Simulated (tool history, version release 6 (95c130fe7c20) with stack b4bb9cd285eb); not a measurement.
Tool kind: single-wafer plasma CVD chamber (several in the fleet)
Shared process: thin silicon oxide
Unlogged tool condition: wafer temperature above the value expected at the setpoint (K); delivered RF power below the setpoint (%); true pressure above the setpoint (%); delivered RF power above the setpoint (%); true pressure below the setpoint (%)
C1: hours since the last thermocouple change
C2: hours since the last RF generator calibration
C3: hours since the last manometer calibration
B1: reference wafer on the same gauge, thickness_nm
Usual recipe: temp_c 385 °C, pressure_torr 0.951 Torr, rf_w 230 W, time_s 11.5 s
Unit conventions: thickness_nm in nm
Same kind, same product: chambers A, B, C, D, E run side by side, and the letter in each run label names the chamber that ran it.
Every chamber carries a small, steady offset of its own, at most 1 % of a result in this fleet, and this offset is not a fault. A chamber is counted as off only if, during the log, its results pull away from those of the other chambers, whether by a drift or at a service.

Run 1C, day 0.279: usual settings; C1 1726.4; C2 614.5; C3 474.8; B1 26.292. Result: thickness_nm 22.100 nm.
Run 2A, day 0.471: usual settings; C1 838.2; C2 975.3; C3 692.9; B1 26.311. Result: thickness_nm 21.775 nm.
Run 3B, day 0.858: usual settings; C1 671.0; C2 81.9; C3 124.3; B1 26.317. Result: thickness_nm 22.020 nm.
At day 0.946: chamber E: thermocouple changed; heater temperature recalibrated.
Run 4D, day 1.108: usual settings; C1 151.2; C2 1912.0; C3 317.1; B1 26.305. Result: thickness_nm 22.011 nm.
At day 1.312: chamber D: RF generator calibrated.
Run 5E, day 1.492: usual settings; C1 13.2; C2 1034.5; C3 827.3; B1 26.331. Result: thickness_nm 21.966 nm.
Run 6D, day 1.771: usual settings; C1 167.1; C2 11.0; C3 333.0; B1 26.338. Result: thickness_nm 22.011 nm.
Run 7E, day 2.075: usual settings; C1 27.2; C2 1048.5; C3 841.3; B1 26.333. Result: thickness_nm 21.949 nm.
Run 8A, day 2.358: usual settings; C1 883.5; C2 1020.6; C3 738.2; B1 26.342. Result: thickness_nm 21.881 nm.
Run 9C, day 2.592: usual settings; C1 1781.9; C2 670.0; C3 530.3; B1 26.342. Result: thickness_nm 21.950 nm.
Run 10B, day 2.783: usual settings; C1 717.2; C2 128.1; C3 170.5; B1 26.343. Result: thickness_nm 22.086 nm.
Run 11E, day 3.158: usual settings; C1 53.2; C2 1074.5; C3 867.3; B1 26.357. Result: thickness_nm 21.995 nm.
Run 12A, day 3.421: usual settings but time_s 9.4 s; C1 909.0; C2 1046.1; C3 763.7; B1 26.352. Result: thickness_nm 17.910 nm.
Run 13B, day 3.675: usual settings but time_s 9.4 s; C1 738.6; C2 149.5; C3 191.9; B1 26.363. Result: thickness_nm 18.021 nm.
Run 14C, day 3.975: usual settings but time_s 9.4 s; C1 1815.1; C2 703.2; C3 563.5; B1 26.363. Result: thickness_nm 18.075 nm.
Run 15D, day 4.292: usual settings but time_s 9.4 s; C1 227.6; C2 71.5; C3 393.5; B1 26.370. Result: thickness_nm 18.007 nm.
Run 16E, day 4.504: usual settings but time_s 9.4 s; C1 85.5; C2 1106.8; C3 899.6; B1 26.360. Result: thickness_nm 18.012 nm.
Run 17B, day 4.925: usual settings; C1 768.6; C2 179.5; C3 221.9; B1 26.375. Result: thickness_nm 22.017 nm.
Run 18C, day 5.258: usual settings; C1 1845.9; C2 734.0; C3 594.3; B1 26.363. Result: thickness_nm 22.041 nm.
Run 19D, day 5.638: usual settings; C1 259.9; C2 103.8; C3 425.8; B1 26.387. Result: thickness_nm 22.083 nm.
Run 20A, day 5.946: usual settings; C1 969.6; C2 1106.7; C3 824.3; B1 26.393. Result: thickness_nm 21.976 nm.
Run 21C, day 6.267: usual settings; C1 1870.1; C2 758.2; C3 618.5; B1 26.392. Result: thickness_nm 21.985 nm.
Run 22D, day 6.683: usual settings; C1 285.0; C2 128.9; C3 450.9; B1 26.406. Result: thickness_nm 22.054 nm.
Run 23E, day 7.046: usual settings; C1 146.5; C2 1167.8; C3 960.6; B1 26.401. Result: thickness_nm 22.064 nm.
Run 24A, day 7.371: usual settings but temp_c 379 °C, rf_w 200 W; C1 1003.8; C2 1140.9; C3 858.5; B1 26.404. Result: thickness_nm 20.628 nm.
Run 25B, day 7.654: usual settings but temp_c 379 °C, rf_w 200 W; C1 834.1; C2 245.0; C3 287.4; B1 26.409. Result: thickness_nm 20.708 nm.
Run 26A, day 7.983: usual settings but temp_c 379 °C, rf_w 200 W; C1 1018.5; C2 1155.6; C3 873.2; B1 26.418. Result: thickness_nm 20.602 nm.
Run 27C, day 8.300: usual settings but temp_c 379 °C, rf_w 200 W; C1 1918.9; C2 807.0; C3 667.3; B1 26.421. Result: thickness_nm 20.737 nm.
Run 28E, day 8.683: usual settings but temp_c 379 °C, rf_w 200 W; C1 185.8; C2 1207.1; C3 999.9; B1 26.429. Result: thickness_nm 20.773 nm.
Run 29D, day 9.075: usual settings; C1 342.4; C2 186.3; C3 508.3; B1 26.425. Result: thickness_nm 22.055 nm.
Run 30B, day 9.325: usual settings; C1 874.2; C2 285.1; C3 327.5; B1 26.431. Result: thickness_nm 22.090 nm.
Run 31A, day 9.654: usual settings; C1 1058.6; C2 1195.7; C3 913.3; B1 26.445. Result: thickness_nm 21.942 nm.
Run 32E, day 9.967: usual settings; C1 216.6; C2 1237.9; C3 1030.7; B1 26.439. Result: thickness_nm 22.061 nm.
Run 33C, day 10.179: usual settings; C1 1964.0; C2 852.1; C3 712.4; B1 26.437. Result: thickness_nm 22.120 nm.
Run 34D, day 10.596: usual settings; C1 378.9; C2 222.8; C3 544.8; B1 26.450. Result: thickness_nm 22.039 nm.
Run 35B, day 10.800: usual settings; C1 909.6; C2 320.5; C3 362.9; B1 26.464. Result: thickness_nm 22.149 nm.
At day 10.958: chamber C: thermocouple changed; heater temperature recalibrated.
Run 36E, day 11.142: usual settings; C1 244.8; C2 1266.1; C3 1058.9; B1 26.456. Result: thickness_nm 22.197 nm.
Run 37C, day 11.379: usual settings; C1 10.2; C2 880.9; C3 741.2; B1 26.463. Result: thickness_nm 22.062 nm.
Run 38D, day 11.575: usual settings; C1 402.4; C2 246.3; C3 568.3; B1 26.477. Result: thickness_nm 22.085 nm.
Run 39A, day 11.912: usual settings; C1 1112.8; C2 1249.9; C3 967.5; B1 26.472. Result: thickness_nm 22.015 nm.
Run 40B, day 12.296: usual settings but time_s 10.0 s; C1 945.5; C2 356.4; C3 398.8; B1 26.479. Result: thickness_nm 19.276 nm.

Is one chamber off against the others, does the gauge drift, or is nothing wrong? If a chamber is off, say which, and what the likeliest cause is.

Every chamber seems to shift together because the gauge that measures them all drifts; the chambers themselves are fine.
What lies behind it: gauge reads high (%) = 0.706.

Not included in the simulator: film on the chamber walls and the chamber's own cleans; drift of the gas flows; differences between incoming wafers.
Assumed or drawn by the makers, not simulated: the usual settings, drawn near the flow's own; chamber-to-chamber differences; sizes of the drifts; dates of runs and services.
